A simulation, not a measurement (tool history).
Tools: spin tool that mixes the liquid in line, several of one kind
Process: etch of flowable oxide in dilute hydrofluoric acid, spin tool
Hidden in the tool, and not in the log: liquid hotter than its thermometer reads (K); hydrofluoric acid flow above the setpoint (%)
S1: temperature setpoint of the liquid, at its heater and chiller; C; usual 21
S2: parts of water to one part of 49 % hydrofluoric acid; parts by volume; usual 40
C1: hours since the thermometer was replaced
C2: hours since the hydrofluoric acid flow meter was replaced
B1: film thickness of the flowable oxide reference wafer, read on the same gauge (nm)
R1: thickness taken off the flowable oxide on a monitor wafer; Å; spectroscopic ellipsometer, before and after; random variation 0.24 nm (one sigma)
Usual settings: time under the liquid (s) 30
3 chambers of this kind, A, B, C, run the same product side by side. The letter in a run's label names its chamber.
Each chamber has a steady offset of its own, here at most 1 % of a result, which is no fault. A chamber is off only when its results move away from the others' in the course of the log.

{"run": "1C", "hour": 10.0, "S1": 21, "S2": 40, "time under the liquid (s)": 30, "C1": 177.5, "C2": 1783.1, "B1": 150.03, "R1": 264.85}
{"run": "2A", "hour": 17.4, "S1": 21, "S2": 40, "time under the liquid (s)": 30, "C1": 837.0, "C2": 1437.5, "B1": 150.01, "R1": 258.79}
{"run": "3B", "hour": 29.6, "S1": 21, "S2": 40, "time under the liquid (s)": 30, "C1": 36.2, "C2": 110.1, "B1": 150.01, "R1": 258.66}
{"hour": 38.2, "done": "chamber A: hydrofluoric acid flow meter replaced"}
{"run": "4A", "hour": 41.9, "S1": 21, "S2": 40, "time under the liquid (s)": 30, "C1": 861.5, "C2": 3.7, "B1": 150.06, "R1": 263.33}
{"run": "5C", "hour": 51.8, "S1": 21, "S2": 40, "time under the liquid (s)": 30, "C1": 219.3, "C2": 1824.9, "B1": 150.02, "R1": 261.78}
{"run": "6B", "hour": 57.4, "S1": 21, "S2": 40, "time under the liquid (s)": 30, "C1": 64.0, "C2": 137.9, "B1": 150.02, "R1": 264.9}
{"run": "7A", "hour": 65.5, "S1": 21, "S2": 40, "time under the liquid (s)": 30, "C1": 885.1, "C2": 27.3, "B1": 149.98, "R1": 266.35}
{"run": "8C", "hour": 75.6, "S1": 21, "S2": 40, "time under the liquid (s)": 30, "C1": 243.1, "C2": 1848.7, "B1": 150.01, "R1": 263.12}
{"run": "9B", "hour": 88.3, "S1": 21, "S2": 40, "time under the liquid (s)": 30, "C1": 94.9, "C2": 168.8, "B1": 150.02, "R1": 261.7}
{"run": "10B", "hour": 97.8, "S1": 21, "S2": 50, "time under the liquid (s)": 15, "C1": 104.4, "C2": 178.3, "B1": 149.97, "R1": 104.79}
{"run": "11A", "hour": 109.1, "S1": 21, "S2": 50, "time under the liquid (s)": 15, "C1": 928.7, "C2": 70.9, "B1": 150.0, "R1": 107.98}
{"run": "12C", "hour": 118.2, "S1": 21, "S2": 50, "time under the liquid (s)": 15, "C1": 285.7, "C2": 1891.3, "B1": 149.99, "R1": 104.85}
{"run": "13C", "hour": 123.7, "S1": 21, "S2": 40, "time under the liquid (s)": 30, "C1": 291.2, "C2": 1896.8, "B1": 150.05, "R1": 262.32}
{"run": "14A", "hour": 136.5, "S1": 21, "S2": 40, "time under the liquid (s)": 30, "C1": 956.1, "C2": 98.3, "B1": 149.99, "R1": 271.85}
{"run": "15B", "hour": 146.4, "S1": 21, "S2": 40, "time under the liquid (s)": 30, "C1": 153.0, "C2": 226.9, "B1": 150.02, "R1": 262.4}
{"run": "16B", "hour": 158.4, "S1": 21, "S2": 40, "time under the liquid (s)": 15, "C1": 165.0, "C2": 238.9, "B1": 150.0, "R1": 130.76}
{"run": "17C", "hour": 165.5, "S1": 21, "S2": 40, "time under the liquid (s)": 15, "C1": 333.0, "C2": 1938.6, "B1": 150.02, "R1": 133.0}
{"run": "18A", "hour": 171.6, "S1": 21, "S2": 40, "time under the liquid (s)": 15, "C1": 991.2, "C2": 133.4, "B1": 149.97, "R1": 139.97}
{"run": "19B", "hour": 184.3, "S1": 21, "S2": 40, "time under the liquid (s)": 30, "C1": 190.9, "C2": 264.8, "B1": 150.06, "R1": 261.93}
{"run": "20A", "hour": 195.7, "S1": 21, "S2": 40, "time under the liquid (s)": 30, "C1": 1015.3, "C2": 157.5, "B1": 150.0, "R1": 286.18}
{"run": "21C", "hour": 203.4, "S1": 21, "S2": 40, "time under the liquid (s)": 30, "C1": 370.9, "C2": 1976.5, "B1": 149.99, "R1": 263.61}
{"run": "22B", "hour": 213.8, "S1": 21, "S2": 40, "time under the liquid (s)": 30, "C1": 220.4, "C2": 294.3, "B1": 149.95, "R1": 264.26}

All 3 chambers run these settings next. Forecast each chamber's results:
{"run": "23A", "hour": 223.0, "S1": 21, "S2": 40, "time under the liquid (s)": 30, "R1": "?"}
{"run": "23B", "hour": 223.0, "S1": 21, "S2": 40, "time under the liquid (s)": 30, "R1": "?"}
{"run": "23C", "hour": 223.0, "S1": 21, "S2": 40, "time under the liquid (s)": 30, "R1": "?"}

run=23A R1=291.66
run=23B R1=261.76
run=23C R1=263.30
